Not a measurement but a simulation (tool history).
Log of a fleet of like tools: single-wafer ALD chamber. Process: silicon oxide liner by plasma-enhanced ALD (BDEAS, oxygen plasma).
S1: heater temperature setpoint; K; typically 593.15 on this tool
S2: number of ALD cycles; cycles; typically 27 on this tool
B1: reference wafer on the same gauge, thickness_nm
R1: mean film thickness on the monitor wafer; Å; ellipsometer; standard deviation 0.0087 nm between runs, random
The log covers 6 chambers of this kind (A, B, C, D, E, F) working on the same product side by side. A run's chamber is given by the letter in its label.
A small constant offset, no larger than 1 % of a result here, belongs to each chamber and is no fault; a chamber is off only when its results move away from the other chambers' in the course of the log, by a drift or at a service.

{"run": "1D", "day": 0.4, "S1": 593.15, "S2": 27, "B1": 2.4196, "R1": 24.329}
{"run": "2B", "day": 0.883, "S1": 593.15, "S2": 27, "B1": 2.4211, "R1": 24.341}
{"run": "3A", "day": 1.212, "S1": 593.15, "S2": 27, "B1": 2.4208, "R1": 24.282}
{"run": "4C", "day": 1.658, "S1": 593.15, "S2": 27, "B1": 2.42, "R1": 24.252}
{"run": "5E", "day": 2.25, "S1": 583.15, "S2": 29, "B1": 2.4167, "R1": 26.56}
{"run": "6F", "day": 2.804, "S1": 583.15, "S2": 29, "B1": 2.4178, "R1": 26.462}
{"run": "7C", "day": 3.467, "S1": 583.15, "S2": 29, "B1": 2.4188, "R1": 26.312}
{"run": "8F", "day": 3.912, "S1": 583.15, "S2": 29, "B1": 2.4218, "R1": 26.622}
{"run": "9B", "day": 4.362, "S1": 583.15, "S2": 29, "B1": 2.4189, "R1": 26.577}
{"run": "10A", "day": 4.654, "S1": 583.15, "S2": 29, "B1": 2.4201, "R1": 26.347}
{"run": "11E", "day": 5.183, "S1": 593.15, "S2": 27, "B1": 2.421, "R1": 24.488}
{"run": "12D", "day": 5.546, "S1": 593.15, "S2": 27, "B1": 2.4207, "R1": 24.48}
{"run": "13B", "day": 5.9, "S1": 593.15, "S2": 27, "B1": 2.4205, "R1": 24.417}
{"run": "14A", "day": 6.238, "S1": 593.15, "S2": 27, "B1": 2.4198, "R1": 24.28}
{"run": "15C", "day": 6.646, "S1": 593.15, "S2": 27, "B1": 2.4207, "R1": 24.354}
{"day": 6.704, "done": "chamber E: thermocouple changed; heater temperature recalibrated"}
{"run": "16D", "day": 7.217, "S1": 593.15, "S2": 27, "B1": 2.4205, "R1": 24.119}
{"run": "17F", "day": 7.758, "S1": 607.15, "S2": 27, "B1": 2.4177, "R1": 24.052}
{"run": "18E", "day": 8.183, "S1": 607.15, "S2": 27, "B1": 2.4205, "R1": 23.916}
{"run": "19E", "day": 8.75, "S1": 607.15, "S2": 27, "B1": 2.4209, "R1": 23.936}
{"run": "20C", "day": 9.233, "S1": 607.15, "S2": 27, "B1": 2.4182, "R1": 23.755}
{"day": 9.529, "done": "chamber B: thermocouple changed; heater temperature recalibrated"}
{"run": "21B", "day": 9.7, "S1": 607.15, "S2": 27, "B1": 2.422, "R1": 23.823}
{"run": "22A", "day": 10.0, "S1": 607.15, "S2": 27, "B1": 2.4206, "R1": 23.736}
{"run": "23D", "day": 10.625, "S1": 593.15, "S2": 27, "B1": 2.4197, "R1": 24.393}
{"run": "24F", "day": 11.233, "S1": 593.15, "S2": 27, "B1": 2.4209, "R1": 24.352}
{"run": "25D", "day": 11.633, "S1": 593.15, "S2": 27, "B1": 2.4187, "R1": 24.302}
{"run": "26F", "day": 12.221, "S1": 593.15, "S2": 27, "B1": 2.4177, "R1": 24.432}
{"run": "27A", "day": 12.746, "S1": 593.15, "S2": 27, "B1": 2.4215, "R1": 24.285}
{"run": "28C", "day": 13.392, "S1": 593.15, "S2": 27, "B1": 2.422, "R1": 24.275}
{"run": "29E", "day": 13.962, "S1": 593.15, "S2": 27, "B1": 2.4212, "R1": 24.367}
{"run": "30B", "day": 14.642, "S1": 593.15, "S2": 27, "B1": 2.4213, "R1": 24.498}
{"run": "31E", "day": 15.146, "S1": 593.15, "S2": 27, "B1": 2.4203, "R1": 24.378}
{"run": "32B", "day": 15.692, "S1": 593.15, "S2": 27, "B1": 2.4205, "R1": 24.358}
{"run": "33A", "day": 16.021, "S1": 593.15, "S2": 27, "B1": 2.418, "R1": 24.367}
{"run": "34F", "day": 16.512, "S1": 593.15, "S2": 27, "B1": 2.4192, "R1": 24.524}
{"run": "35C", "day": 16.892, "S1": 593.15, "S2": 27, "B1": 2.4182, "R1": 24.196}
{"run": "36D", "day": 17.55, "S1": 593.15, "S2": 27, "B1": 2.4199, "R1": 24.295}
{"run": "37F", "day": 17.988, "S1": 593.15, "S2": 27, "B1": 2.4205, "R1": 24.309}
{"run": "38D", "day": 18.5, "S1": 593.15, "S2": 27, "B1": 2.4202, "R1": 24.44}
{"run": "39E", "day": 18.875, "S1": 593.15, "S2": 27, "B1": 2.4212, "R1": 24.54}
{"run": "40B", "day": 19.279, "S1": 593.15, "S2": 27, "B1": 2.4206, "R1": 24.433}
{"run": "41C", "day": 19.621, "S1": 593.15, "S2": 27, "B1": 2.421, "R1": 24.312}

Predict what each chamber gives when all 6 of them run the settings below next.
{"run": "42A", "day": 20.108, "S1": 593.15, "S2": 31, "R1": "?"}
{"run": "42B", "day": 20.108, "S1": 593.15, "S2": 31, "R1": "?"}
{"run": "42C", "day": 20.108, "S1": 593.15, "S2": 31, "R1": "?"}
{"run": "42D", "day": 20.108, "S1": 593.15, "S2": 31, "R1": "?"}
{"run": "42E", "day": 20.108, "S1": 593.15, "S2": 31, "R1": "?"}
{"run": "42F", "day": 20.108, "S1": 593.15, "S2": 31, "R1": "?"}

run=42A R1=27.679
run=42B R1=28.04
run=42C R1=27.822
run=42D R1=28.05
run=42E R1=28.076
run=42F R1=28.068
